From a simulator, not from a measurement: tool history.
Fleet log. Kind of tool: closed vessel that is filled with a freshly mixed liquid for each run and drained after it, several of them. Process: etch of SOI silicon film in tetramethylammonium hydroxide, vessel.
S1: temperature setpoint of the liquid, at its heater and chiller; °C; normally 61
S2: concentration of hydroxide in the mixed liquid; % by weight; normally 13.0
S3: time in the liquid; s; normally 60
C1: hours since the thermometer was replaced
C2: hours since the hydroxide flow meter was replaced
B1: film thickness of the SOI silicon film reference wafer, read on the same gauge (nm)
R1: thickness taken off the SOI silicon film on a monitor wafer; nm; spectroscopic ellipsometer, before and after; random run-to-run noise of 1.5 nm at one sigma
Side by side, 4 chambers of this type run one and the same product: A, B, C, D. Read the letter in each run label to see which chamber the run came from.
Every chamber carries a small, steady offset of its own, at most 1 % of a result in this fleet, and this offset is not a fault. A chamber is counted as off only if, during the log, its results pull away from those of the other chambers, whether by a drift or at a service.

{"run": "1A", "hour": 3.4, "S1": 61, "S2": 13.0, "S3": 60, "C1": 416.7, "C2": 681.1, "B1": 110.0, "R1": 234.14}
{"run": "2C", "hour": 8.3, "S1": 61, "S2": 13.0, "S3": 60, "C1": 136.9, "C2": 98.0, "B1": 109.98, "R1": 229.69}
{"run": "3B", "hour": 11.3, "S1": 61, "S2": 13.0, "S3": 60, "C1": 2408.3, "C2": 388.0, "B1": 110.01, "R1": 235.58}
{"run": "4D", "hour": 13.7, "S1": 61, "S2": 13.0, "S3": 60, "C1": 730.1, "C2": 888.9, "B1": 110.0, "R1": 234.81}
{"run": "5A", "hour": 18.2, "S1": 61, "S2": 13.0, "S3": 60, "C1": 431.5, "C2": 695.9, "B1": 110.01, "R1": 230.16}
{"run": "6B", "hour": 21.9, "S1": 61, "S2": 13.0, "S3": 60, "C1": 2418.9, "C2": 398.6, "B1": 110.0, "R1": 235.18}
{"run": "7C", "hour": 25.3, "S1": 54, "S2": 13.0, "S3": 35, "C1": 153.9, "C2": 115.0, "B1": 110.0, "R1": 86.353}
{"run": "8D", "hour": 30.6, "S1": 54, "S2": 13.0, "S3": 35, "C1": 747.0, "C2": 905.8, "B1": 110.01, "R1": 88.657}
{"run": "9A", "hour": 34.1, "S1": 54, "S2": 13.0, "S3": 35, "C1": 447.4, "C2": 711.8, "B1": 109.99, "R1": 88.25}
{"run": "10D", "hour": 38.4, "S1": 54, "S2": 13.0, "S3": 35, "C1": 754.8, "C2": 913.6, "B1": 110.0, "R1": 89.881}
{"run": "11B", "hour": 41.9, "S1": 61, "S2": 16.0, "S3": 80, "C1": 2438.9, "C2": 418.6, "B1": 110.0, "R1": 281.91}
{"run": "12C", "hour": 45.5, "S1": 61, "S2": 16.0, "S3": 80, "C1": 174.1, "C2": 135.2, "B1": 109.99, "R1": 277.86}
{"run": "13D", "hour": 49.8, "S1": 61, "S2": 16.0, "S3": 80, "C1": 766.2, "C2": 925.0, "B1": 109.99, "R1": 294.06}
{"run": "14C", "hour": 52.9, "S1": 61, "S2": 16.0, "S3": 80, "C1": 181.5, "C2": 142.6, "B1": 110.02, "R1": 274.46}
{"run": "15B", "hour": 57.5, "S1": 61, "S2": 13.0, "S3": 60, "C1": 2454.5, "C2": 434.2, "B1": 110.01, "R1": 233.31}
{"run": "16A", "hour": 62.7, "S1": 61, "S2": 13.0, "S3": 60, "C1": 476.0, "C2": 740.4, "B1": 110.01, "R1": 234.18}
{"run": "17D", "hour": 65.3, "S1": 61, "S2": 13.0, "S3": 60, "C1": 781.7, "C2": 940.5, "B1": 110.01, "R1": 246.42}
{"run": "18C", "hour": 68.3, "S1": 61, "S2": 10.5, "S3": 60, "C1": 196.9, "C2": 158.0, "B1": 110.0, "R1": 249.73}
{"run": "19B", "hour": 72.8, "S1": 61, "S2": 10.5, "S3": 60, "C1": 2469.8, "C2": 449.5, "B1": 110.01, "R1": 252.18}
{"run": "20A", "hour": 77.1, "S1": 61, "S2": 10.5, "S3": 60, "C1": 490.4, "C2": 754.8, "B1": 109.99, "R1": 253.33}
{"run": "21B", "hour": 80.0, "S1": 61, "S2": 10.5, "S3": 60, "C1": 2477.0, "C2": 456.7, "B1": 109.99, "R1": 255.8}
{"run": "22A", "hour": 83.9, "S1": 64, "S2": 10.0, "S3": 60, "C1": 497.2, "C2": 761.6, "B1": 110.01, "R1": 306.63}
{"run": "23D", "hour": 89.4, "S1": 64, "S2": 10.0, "S3": 60, "C1": 805.8, "C2": 964.6, "B1": 110.02, "R1": 336.22}
{"run": "24C", "hour": 94.8, "S1": 64, "S2": 10.0, "S3": 60, "C1": 223.4, "C2": 184.5, "B1": 110.01, "R1": 302.6}

All 4 chambers run these settings next. Forecast each chamber's results:
{"run": "25A", "hour": 98.8, "S1": 61, "S2": 13.0, "S3": 60, "R1": "?"}
{"run": "25B", "hour": 98.8, "S1": 61, "S2": 13.0, "S3": 60, "R1": "?"}
{"run": "25C", "hour": 98.8, "S1": 61, "S2": 13.0, "S3": 60, "R1": "?"}
{"run": "25D", "hour": 98.8, "S1": 61, "S2": 13.0, "S3": 60, "R1": "?"}

run=25A R1=232.540
run=25B R1=237.160
run=25C R1=229.970
run=25D R1=254.240

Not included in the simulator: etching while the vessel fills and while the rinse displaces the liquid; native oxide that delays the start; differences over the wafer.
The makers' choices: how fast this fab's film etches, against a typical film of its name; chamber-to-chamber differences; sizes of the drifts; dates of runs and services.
